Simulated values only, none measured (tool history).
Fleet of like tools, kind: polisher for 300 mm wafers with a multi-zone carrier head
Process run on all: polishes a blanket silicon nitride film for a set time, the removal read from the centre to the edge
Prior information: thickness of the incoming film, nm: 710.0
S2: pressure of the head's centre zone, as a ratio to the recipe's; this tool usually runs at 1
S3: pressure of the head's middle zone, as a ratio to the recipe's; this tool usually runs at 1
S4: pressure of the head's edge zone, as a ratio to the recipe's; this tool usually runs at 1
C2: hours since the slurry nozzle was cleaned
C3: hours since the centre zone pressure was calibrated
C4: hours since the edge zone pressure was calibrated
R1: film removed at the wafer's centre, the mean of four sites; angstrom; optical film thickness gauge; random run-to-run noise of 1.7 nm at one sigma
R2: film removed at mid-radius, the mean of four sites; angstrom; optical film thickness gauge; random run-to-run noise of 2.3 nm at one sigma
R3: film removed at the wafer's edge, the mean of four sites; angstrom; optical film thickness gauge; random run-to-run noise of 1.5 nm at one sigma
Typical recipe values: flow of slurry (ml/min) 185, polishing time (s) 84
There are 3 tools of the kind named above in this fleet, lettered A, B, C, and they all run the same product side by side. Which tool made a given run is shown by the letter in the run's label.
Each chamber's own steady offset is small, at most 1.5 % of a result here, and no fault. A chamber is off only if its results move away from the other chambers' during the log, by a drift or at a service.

run 1B hour=9.5 | flow_of_slurry_(ml/min)=185 S2=1 S3=1 S4=1 polishing_time_(s)=84 | wafers_polished_on_this_pad=123 C2=169.3 C3=796.6 C4=271.7 | R1=1813.7 R2=1850.6 R3=1862.3
-- hour=13.4 chamber A: worn pad replaced by a new one
run 2C hour=18.3 | flow_of_slurry_(ml/min)=185 S2=1 S3=1 S4=1 polishing_time_(s)=84 | wafers_polished_on_this_pad=204 C2=393.8 C3=205.3 C4=604.6 | R1=1837.8 R2=1860 R3=1819.8
run 3A hour=27.9 | flow_of_slurry_(ml/min)=185 S2=1 S3=1 S4=1 polishing_time_(s)=84 | wafers_polished_on_this_pad=78 C2=92 C3=390 C4=77.3 | R1=1861.8 R2=1832.5 R3=1846.7
run 4B hour=34.5 | flow_of_slurry_(ml/min)=185 S2=1 S3=1 S4=1 polishing_time_(s)=84 | wafers_polished_on_this_pad=257 C2=194.3 C3=821.6 C4=296.7 | R1=1851.1 R2=1900.1 R3=1867
run 5C hour=44.3 | flow_of_slurry_(ml/min)=185 S2=1 S3=1 S4=1 polishing_time_(s)=84 | wafers_polished_on_this_pad=344 C2=419.8 C3=231.3 C4=630.6 | R1=1823.7 R2=1854.8 R3=1852.3
run 6A hour=56.3 | flow_of_slurry_(ml/min)=185 S2=1 S3=1 S4=1 polishing_time_(s)=84 | wafers_polished_on_this_pad=231 C2=120.4 C3=418.4 C4=105.7 | R1=1858.6 R2=1798.3 R3=1814.2
run 7A hour=63.3 | flow_of_slurry_(ml/min)=185 S2=1 S3=1 S4=1 polishing_time_(s)=84 | wafers_polished_on_this_pad=268 C2=127.4 C3=425.4 C4=112.7 | R1=1833.7 R2=1881.9 R3=1826.3
run 8C hour=76.4 | flow_of_slurry_(ml/min)=185 S2=1 S3=1 S4=1 polishing_time_(s)=84 | wafers_polished_on_this_pad=517 C2=451.9 C3=263.4 C4=662.7 | R1=1807.4 R2=1815.8 R3=1854.9
run 9B hour=90.7 | flow_of_slurry_(ml/min)=185 S2=1 S3=1 S4=1 polishing_time_(s)=84 | wafers_polished_on_this_pad=560 C2=250.5 C3=877.8 C4=352.9 | R1=1851.2 R2=1827.2 R3=1885
run 10B hour=98.5 | flow_of_slurry_(ml/min)=145 S2=1 S3=1 S4=1 polishing_time_(s)=84 | wafers_polished_on_this_pad=602 C2=258.3 C3=885.6 C4=360.7 | R1=1767.4 R2=1749.1 R3=1791.4
-- hour=111.2 chamber A: worn pad replaced by a new one
run 11C hour=112.2 | flow_of_slurry_(ml/min)=145 S2=1 S3=1 S4=1 polishing_time_(s)=84 | wafers_polished_on_this_pad=710 C2=487.7 C3=299.2 C4=698.5 | R1=1779.8 R2=1760.8 R3=1760.4
run 12A hour=125.7 | flow_of_slurry_(ml/min)=145 S2=1 S3=1 S4=1 polishing_time_(s)=84 | wafers_polished_on_this_pad=78 C2=189.8 C3=487.8 C4=175.1 | R1=1754.6 R2=1769.3 R3=1804.1
-- hour=127.4 chamber C: slurry nozzle cleaned
run 13A hour=135.6 | flow_of_slurry_(ml/min)=185 S2=1 S3=1 S4=1 polishing_time_(s)=84 | wafers_polished_on_this_pad=131 C2=199.7 C3=497.7 C4=185 | R1=1819.3 R2=1869.7 R3=1856.8
run 14B hour=148.7 | flow_of_slurry_(ml/min)=185 S2=1 S3=1 S4=1 polishing_time_(s)=84 | wafers_polished_on_this_pad=873 C2=308.5 C3=935.8 C4=410.9 | R1=1848.6 R2=1894.1 R3=1831.5
-- hour=158.7 chamber B: worn pad replaced by a new one
run 15C hour=159.8 | flow_of_slurry_(ml/min)=185 S2=1 S3=1 S4=1 polishing_time_(s)=84 | wafers_polished_on_this_pad=966 C2=32.4 C3=346.8 C4=746.1 | R1=1849.5 R2=1880.6 R3=1840.9
run 16A hour=173.9 | flow_of_slurry_(ml/min)=185 S2=1 S3=1 S4=1 polishing_time_(s)=84 | wafers_polished_on_this_pad=337 C2=238 C3=536 C4=223.3 | R1=1821.1 R2=1836.3 R3=1846.5
run 17C hour=186.9 | flow_of_slurry_(ml/min)=185 S2=1 S3=1 S4=1 polishing_time_(s)=84 | wafers_polished_on_this_pad=1112 C2=59.5 C3=373.9 C4=773.2 | R1=1855.4 R2=1841.2 R3=1832.6
-- hour=194 chamber B: centre zone pressure recalibrated
run 18B hour=198.4 | flow_of_slurry_(ml/min)=185 S2=1 S3=1 S4=1 polishing_time_(s)=84 | wafers_polished_on_this_pad=214 C2=358.2 C3=4.5 C4=460.6 | R1=1808.3 R2=1878.9 R3=1871.8
run 19A hour=212.5 | flow_of_slurry_(ml/min)=220 S2=1 S3=1 S4=1 polishing_time_(s)=84 | wafers_polished_on_this_pad=545 C2=276.6 C3=574.6 C4=261.9 | R1=1897.3 R2=1883.4 R3=1881.1
-- hour=218.4 chamber A: worn pad replaced by a new one
run 20B hour=219.3 | flow_of_slurry_(ml/min)=220 S2=1 S3=1 S4=1 polishing_time_(s)=84 | wafers_polished_on_this_pad=326 C2=379.1 C3=25.4 C4=481.5 | R1=1921 R2=1887.4 R3=1899.1
run 21C hour=232.4 | flow_of_slurry_(ml/min)=220 S2=1 S3=1 S4=1 polishing_time_(s)=84 | wafers_polished_on_this_pad=1357 C2=105 C3=419.4 C4=818.7 | R1=1913.5 R2=1941.7 R3=1859
run 22C hour=239.7 | flow_of_slurry_(ml/min)=185 S2=1 S3=1 S4=1 polishing_time_(s)=84 | wafers_polished_on_this_pad=1397 C2=112.3 C3=426.7 C4=826 | R1=1870.8 R2=1878.7 R3=1850.9
-- hour=247.6 chamber C: worn pad replaced by a new one
run 23B hour=247.6 | flow_of_slurry_(ml/min)=220 S2=1 S3=1 S4=0.92 polishing_time_(s)=84 | wafers_polished_on_this_pad=479 C2=407.4 C3=53.7 C4=509.8 | R1=1887 R2=1916 R3=1808.1
run 24A hour=258 | flow_of_slurry_(ml/min)=220 S2=1 S3=1 S4=0.92 polishing_time_(s)=84 | wafers_polished_on_this_pad=213 C2=322.1 C3=620.1 C4=307.4 | R1=1879.4 R2=1888.1 R3=1764.1
run 25A hour=266.5 | flow_of_slurry_(ml/min)=220 S2=1 S3=1 S4=0.92 polishing_time_(s)=84 | wafers_polished_on_this_pad=259 C2=330.6 C3=628.6 C4=315.9 | R1=1871.4 R2=1910.6 R3=1818.1
run 26B hour=280.5 | flow_of_slurry_(ml/min)=185 S2=1 S3=1 S4=1 polishing_time_(s)=84 | wafers_polished_on_this_pad=656 C2=440.3 C3=86.6 C4=542.7 | R1=1833.9 R2=1859.2 R3=1862.9
run 27C hour=292.4 | flow_of_slurry_(ml/min)=185 S2=1 S3=1 S4=1 polishing_time_(s)=84 | wafers_polished_on_this_pad=241 C2=165 C3=479.4 C4=878.7 | R1=1825.5 R2=1851.3 R3=1840.1
run 28A hour=302.4 | flow_of_slurry_(ml/min)=185 S2=1 S3=1 S4=1 polishing_time_(s)=84 | wafers_polished_on_this_pad=453 C2=366.5 C3=664.5 C4=351.8 | R1=1841.5 R2=1850.1 R3=1825.3
run 29C hour=316.5 | flow_of_slurry_(ml/min)=185 S2=1 S3=1 S4=1.09 polishing_time_(s)=110 | wafers_polished_on_this_pad=371 C2=189.1 C3=503.5 C4=902.8 | R1=2373.2 R2=2447.1 R3=2517.4
-- hour=318.1 chamber B: worn pad replaced by a new one
run 30B hour=324.5 | flow_of_slurry_(ml/min)=185 S2=1 S3=1 S4=1.09 polishing_time_(s)=110 | wafers_polished_on_this_pad=34 C2=484.3 C3=130.6 C4=586.7 | R1=2385 R2=2403.1 R3=2515.9

All 3 chambers run these settings next. Forecast each chamber's results:
run 31A hour=334.8 | flow_of_slurry_(ml/min)=185 S2=1 S3=1 S4=1 polishing_time_(s)=84 | R1=? R2=? R3=?
run 31B hour=334.8 | flow_of_slurry_(ml/min)=185 S2=1 S3=1 S4=1 polishing_time_(s)=84 | R1=? R2=? R3=?
run 31C hour=334.8 | flow_of_slurry_(ml/min)=185 S2=1 S3=1 S4=1 polishing_time_(s)=84 | R1=? R2=? R3=?

run=31A R1=1833.4 R2=1784.5 R3=1858
run=31B R1=1815.5 R2=1898.2 R3=1843.6
run=31C R1=1854.7 R2=1806.4 R3=1843.7
